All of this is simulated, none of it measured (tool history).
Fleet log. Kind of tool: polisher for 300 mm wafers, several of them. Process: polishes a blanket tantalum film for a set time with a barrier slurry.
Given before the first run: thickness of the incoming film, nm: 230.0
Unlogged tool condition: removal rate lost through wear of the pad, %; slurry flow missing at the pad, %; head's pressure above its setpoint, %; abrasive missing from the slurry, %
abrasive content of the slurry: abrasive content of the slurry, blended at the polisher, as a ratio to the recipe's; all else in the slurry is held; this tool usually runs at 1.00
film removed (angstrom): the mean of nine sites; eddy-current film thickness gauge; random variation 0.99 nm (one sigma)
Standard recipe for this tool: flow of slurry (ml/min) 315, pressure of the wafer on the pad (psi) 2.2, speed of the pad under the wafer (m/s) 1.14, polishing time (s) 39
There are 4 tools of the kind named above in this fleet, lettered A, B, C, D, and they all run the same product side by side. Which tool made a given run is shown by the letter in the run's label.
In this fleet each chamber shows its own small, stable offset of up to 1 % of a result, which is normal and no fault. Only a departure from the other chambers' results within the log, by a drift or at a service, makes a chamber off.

run   hour  flow of slurry (ml/min)  pressure of the wafer on the pad (psi)  speed of the pad under the wafer (m/s)  abrasive content of the slurry  polishing time (s)  wafers polished on this pad  hours since the slurry nozzle was cleaned  hours since the head pressure was calibrated  hours since the slurry blender was calibrated  film removed (angstrom)
 1A    5.0                      315                                     2.2                                    1.14                            1.00                  39                          893                                      360.3                                         861.1                                           31.7                   952.04
 2D   10.0                      315                                     2.2                                    1.14                            1.00                  39                          626                                      421.6                                         241.5                                          117.7                   942.06
 3B   14.3                      315                                     2.2                                    1.14                            1.00                  39                          549                                      289.4                                         107.7                                          109.4                   956.63
      15.7  -- chamber A: worn pad replaced by a new one
 4C   19.5                      315                                     2.2                                    1.14                            1.00                  39                          866                                      150.9                                         222.4                                          303.9                   965.46
 5C   23.7                      315                                     2.2                                    0.90                            1.00                  45                          908                                      155.1                                         226.6                                          308.1                   873.47
      24.9  -- chamber D: worn pad replaced by a new one
 6A   28.8                      315                                     2.2                                    0.90                            1.00                  45                          131                                      384.1                                         884.9                                           55.5                   873.71
      31.8  -- chamber B: worn pad replaced by a new one
 7D   33.2                      315                                     2.2                                    0.90                            1.00                  45                           83                                      444.8                                         264.7                                          140.9                   873.72
 8B   35.7                      315                                     2.2                                    0.90                            1.00                  45                           39                                      310.8                                         129.1                                          130.8                   851.42
 9A   40.3                      315                                     2.2                                    1.14                            1.00                  39                          246                                      395.6                                         896.4                                           67.0                   966.92
10C   44.5                      315                                     2.2                                    1.14                            1.00                  39                         1116                                      175.9                                         247.4                                          328.9                   903.54
11B   49.4                      315                                     2.2                                    1.14                            1.00                  39                          176                                      324.5                                         142.8                                          144.5                   955.82
12D   53.6                      315                                     2.2                                    1.14                            1.00                  39                          287                                      465.2                                         285.1                                          161.3                   956.91
      53.8  -- chamber C: slurry blender recalibrated
13C   57.3                      315                                     2.2                                    1.14                            1.00                  39                         1244                                      188.7                                         260.2                                            3.6                   903.91
14B   60.0                      315                                     2.2                                    1.14                            1.00                  39                          282                                      335.1                                         153.4                                          155.1                   946.98
15A   63.5                      250                                     2.2                                    1.14                            0.75                  39                          478                                      418.8                                         919.6                                           90.2                   827.07
16D   66.8                      250                                     2.2                                    1.14                            0.75                  39                          419                                      478.4                                         298.3                                          174.5                   856.37
17C   70.6                      250                                     2.2                                    1.14                            0.75                  39                         1377                                      202.0                                         273.5                                           16.9                   790.89
18B   74.3                      250                                     2.2                                    1.14                            0.75                  39                          425                                      349.4                                         167.7                                          169.4                   834.27
19A   76.9                      315                                     2.2                                    1.14                            1.00                  39                          612                                      432.2                                         933.0                                          103.6                   947.03
20D   79.6                      315                                     2.2                                    1.14                            1.00                  39                          547                                      491.2                                         311.1                                          187.3                   957.45
21D   84.3                      315                                     2.2                                    1.14                            1.00                  39                          594                                      495.9                                         315.8                                          192.0                   945.16
22A   88.3                      315                                     2.2                                    1.14                            1.00                  39                          726                                      443.6                                         944.4                                          115.0                   949.46
      91.7  -- chamber B: worn pad replaced by a new one
23C   92.0                      315                                     2.2                                    1.14                            1.00                  39                         1591                                      223.4                                         294.9                                           38.3                   853.25
      95.2  -- chamber A: head pressure recalibrated
24B   96.2                      315                                     2.2                                    1.14                            0.75                  39                           45                                      371.3                                         189.6                                          191.3                   872.10
      97.2  -- chamber D: worn pad replaced by a new one
25C   99.8                      315                                     2.2                                    1.14                            0.75                  39                         1669                                      231.2                                         302.7                                           46.1                   779.87
26A  102.2                      315                                     2.2                                    1.14                            0.75                  39                          865                                      457.5                                           7.1                                          128.9                   866.75
27D  106.7                      315                                     2.2                                    1.14                            0.75                  39                           95                                      518.3                                         338.2                                          214.4                   866.85
28B  109.8                      315                                     2.2                                    1.14                            1.00                  39                          181                                      384.9                                         203.2                                          204.9                   951.77
29D  114.5                      315                                     2.2                                    1.14                            1.00                  39                          173                                      526.1                                         346.0                                          222.2                   954.05

The same settings go to every chamber for the next run, one line per chamber below. Forecast the results for each:
30A  118.3                      260                                     2.2                                    1.14                            1.00                  39                                                                                                                                                                                             ?
30B  118.3                      260                                     2.2                                    1.14                            1.00                  39                                                                                                                                                                                             ?
30C  118.3                      260                                     2.2                                    1.14                            1.00                  39                                                                                                                                                                                             ?
30D  118.3                      260                                     2.2                                    1.14                            1.00                  39                                                                                                                                                                                             ?

run  film removed (angstrom)
30A                   936.94
30B                   918.07
30C                   819.91
30D                   939.38
